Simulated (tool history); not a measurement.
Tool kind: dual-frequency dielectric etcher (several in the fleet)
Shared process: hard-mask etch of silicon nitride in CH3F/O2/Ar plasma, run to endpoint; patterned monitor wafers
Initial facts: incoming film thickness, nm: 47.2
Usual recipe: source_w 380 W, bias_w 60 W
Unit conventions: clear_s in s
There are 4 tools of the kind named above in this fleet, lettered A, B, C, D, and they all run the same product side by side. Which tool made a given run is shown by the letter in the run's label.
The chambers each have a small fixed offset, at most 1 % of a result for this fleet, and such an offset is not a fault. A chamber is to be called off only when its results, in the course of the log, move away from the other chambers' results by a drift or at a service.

run	hour	source_w	bias_w	hours since the last wet clean	hours since the last source power generator calibration	hours since the last bias power generator calibration	clear_s
1C	4.4	380	60	172.9	1290.8	1149.7	74.484
2D	7.1	380	60	245.5	38.5	532.2	74.386
3A	12.0	380	60	17.8	1165.2	3317.9	74.417
4B	15.8	380	60	16.3	4418.3	1340.3	73.846
5B	20.8	380	60	21.3	4423.3	1345.3	74.148
6C	23.6	340	68	192.1	1310.0	1168.9	75.280
7A	28.0	340	68	33.8	1181.2	3333.9	73.825
8D	31.5	340	68	269.9	62.9	556.6	73.786
9B	35.1	340	68	35.6	4437.6	1359.6	74.182
10C	39.4	380	60	207.9	1325.8	1184.7	75.618
11D	41.9	380	60	280.3	73.3	567.0	73.419
12A	46.8	380	60	52.6	1200.0	3352.7	74.407
13B	49.5	380	60	50.0	4452.0	1374.0	74.092
14D	52.2	380	60	290.6	83.6	577.3	73.565
15A	57.0	380	60	62.8	1210.2	3362.9	73.909
16C	61.6	380	60	230.1	1348.0	1206.9	73.722
17D	64.6	380	67	303.0	96.0	589.7	72.362
18C	69.5	380	67	238.0	1355.9	1214.8	71.605
19A	71.8	380	67	77.6	1225.0	3377.7	71.362
20B	74.1	380	67	74.6	4476.6	1398.6	70.845
21C	76.7	460	70	245.2	1363.1	1222.0	65.717
22D	79.4	460	70	317.8	110.8	604.5	65.569
23B	82.3	460	70	82.8	4484.8	1406.8	65.480
24A	85.7	460	70	91.5	1238.9	3391.6	65.336
25A	90.8	380	60	96.6	1244.0	3396.7	74.186
26C	95.3	380	60	263.8	1381.7	1240.6	74.931
27D	99.7	380	50	338.1	131.1	624.8	78.235
28B	104.3	380	50	104.8	4506.8	1428.8	79.197
29B	107.4	380	50	107.9	4509.9	1431.9	77.878
30C	111.8	380	50	280.3	1398.2	1257.1	79.922
31A	115.0	380	60	120.8	1268.2	3420.9	74.986
32D	117.8	380	60	356.2	149.2	642.9	74.356
33D	120.7	380	60	359.1	152.1	645.8	74.164
34B	125.6	380	60	126.1	4528.1	1450.1	73.874
35A	129.5	380	60	135.3	1282.7	3435.4	73.915
36C	133.3	380	60	301.8	1419.7	1278.6	74.905
37D	138.5	380	60	376.9	169.9	663.6	73.049
38C	141.7	380	60	310.2	1428.1	1287.0	75.073
39A	144.3	380	60	150.1	1297.5	3450.2	74.250
40B	146.7	380	60	147.2	4549.2	1471.2	73.672
41C	151.1	380	60	319.6	1437.5	1296.4	74.952
42B	153.5	380	60	154.0	4556.0	1478.0	74.964
43A	156.2	450	54	162.0	1309.4	3462.1	72.227
44D	158.8	450	54	397.2	190.2	683.9	70.921

Which is it: a chamber that has drifted or been left off by a service, a gauge drift common to all chambers, or only each chamber's usual small offset? If a chamber is off, name it and its likeliest cause.

The fleet is healthy, with each chamber sitting at its usual small offset and no drift in the gauge.

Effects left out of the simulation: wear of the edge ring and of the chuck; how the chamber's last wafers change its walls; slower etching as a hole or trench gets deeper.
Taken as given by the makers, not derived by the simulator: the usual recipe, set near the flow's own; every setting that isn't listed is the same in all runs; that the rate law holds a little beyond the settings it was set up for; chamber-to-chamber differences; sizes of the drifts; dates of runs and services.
